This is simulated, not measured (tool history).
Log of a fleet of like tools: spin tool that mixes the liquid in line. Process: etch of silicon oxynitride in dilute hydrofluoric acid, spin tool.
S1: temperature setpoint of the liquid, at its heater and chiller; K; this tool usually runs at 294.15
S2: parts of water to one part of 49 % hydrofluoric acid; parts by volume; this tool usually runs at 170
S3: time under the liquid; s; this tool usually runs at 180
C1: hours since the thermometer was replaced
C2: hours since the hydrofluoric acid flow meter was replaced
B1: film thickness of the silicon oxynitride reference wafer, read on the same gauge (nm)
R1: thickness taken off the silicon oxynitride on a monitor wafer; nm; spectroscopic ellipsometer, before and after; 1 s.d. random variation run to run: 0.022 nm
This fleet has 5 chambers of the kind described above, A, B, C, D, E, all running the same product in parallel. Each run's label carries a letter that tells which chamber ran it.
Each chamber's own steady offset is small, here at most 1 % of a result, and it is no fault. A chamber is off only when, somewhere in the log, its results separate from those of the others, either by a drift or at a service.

run   hour      S1   S2   S3      C1      C2      B1      R1
 1E    5.7  294.15  170  180  1344.9   891.4  80.000  4.2118
 2D   10.2  294.15  170  180   350.1   577.6  79.996  4.1760
 3B   17.7  294.15  170  180   808.0  1503.6  80.014  4.2047
 4C   22.8  294.15  170  180   490.1   112.0  80.001  4.1703
 5A   26.5  294.15  170  180  1080.8   855.0  80.009  4.1095
 6D   34.5  294.15  170  180   374.4   601.9  80.011  4.2088
      38.1  -- chamber A: thermometer replaced
 7C   38.3  294.15  170  180   505.6   127.5  79.971  4.1648
 8B   43.1  294.15  170  180   833.4  1529.0  80.005  4.1489
 9A   49.2  294.15  170  180    11.2   877.7  79.971  4.1732
10E   54.0  294.15  170  180  1393.2   939.7  79.995  4.2663
11C   57.5  294.15  170  180   524.8   146.7  79.986  4.1973
12D   62.2  298.15  220  180   402.1   629.6  80.055  3.7704
13E   66.1  298.15  220  180  1405.3   951.8  80.026  3.7470
14A   69.7  298.15  220  180    31.7   898.2  79.992  3.7202
15B   73.9  298.15  220  180   864.2  1559.8  80.003  3.7322
16C   77.6  298.15  220  180   544.9   166.8  79.992  3.7379
17A   82.1  294.15  170  180    44.1   910.6  80.023  4.1705
18E   88.5  291.15  170  180  1427.7   974.2  80.007  3.6699
19B   93.0  291.15  170  180   883.3  1578.9  80.040  3.7074
20D   98.1  291.15  170  180   438.0   665.5  80.032  3.6559
21D  105.5  291.15  170  180   445.4   672.9  80.005  3.6458
22C  110.1  291.15  170  180   577.4   199.3  80.017  3.6464
23E  115.4  294.15  170  180  1454.6  1001.1  79.994  4.2258
24A  120.2  294.15  115  220    82.2   948.7  79.997  7.8341
25B  124.1  294.15  115  220   914.4  1610.0  79.985  8.2291
26A  127.7  294.15  115  220    89.7   956.2  79.997  7.9042
27E  131.9  294.15  115  220  1471.1  1017.6  79.976  7.9773
28D  135.5  294.15  115  220   475.4   702.9  80.031  7.8719
29C  139.8  294.15  170  180   607.1   229.0  80.018  4.1971
30B  146.3  294.15  170  180   936.6  1632.2  79.983  4.3397
     148.6  -- chamber B: hydrofluoric acid flow meter replaced
31A  149.9  294.15  170  180   111.9   978.4  79.999  4.1408
32C  156.6  294.15  170  180   623.9   245.8  80.032  4.1635
33E  160.8  294.15  170  180  1500.0  1046.5  80.007  4.2146
34D  168.0  294.15  170  180   507.9   735.4  80.047  4.2488
35B  171.7  294.15  170  180   962.0    23.1  79.997  4.4185
36C  177.0  294.15  170  180   644.3   266.2  80.022  4.1939
37A  181.1  294.15  170  180   143.1  1009.6  79.979  4.1775
38B  186.0  294.15  170  180   976.3    37.4  80.008  4.4451
39D  193.2  294.15  170  180   533.1   760.6  79.999  4.2114

The same settings go to every chamber for the next run, one line per chamber below. Forecast the results for each:
40A  198.9  294.15  170  180               ?
40B  198.9  294.15  170  180               ?
40C  198.9  294.15  170  180               ?
40D  198.9  294.15  170  180               ?
40E  198.9  294.15  170  180               ?

run      R1
40A  4.1442
40B  4.4682
40C  4.1862
40D  4.1958
40E  4.1694
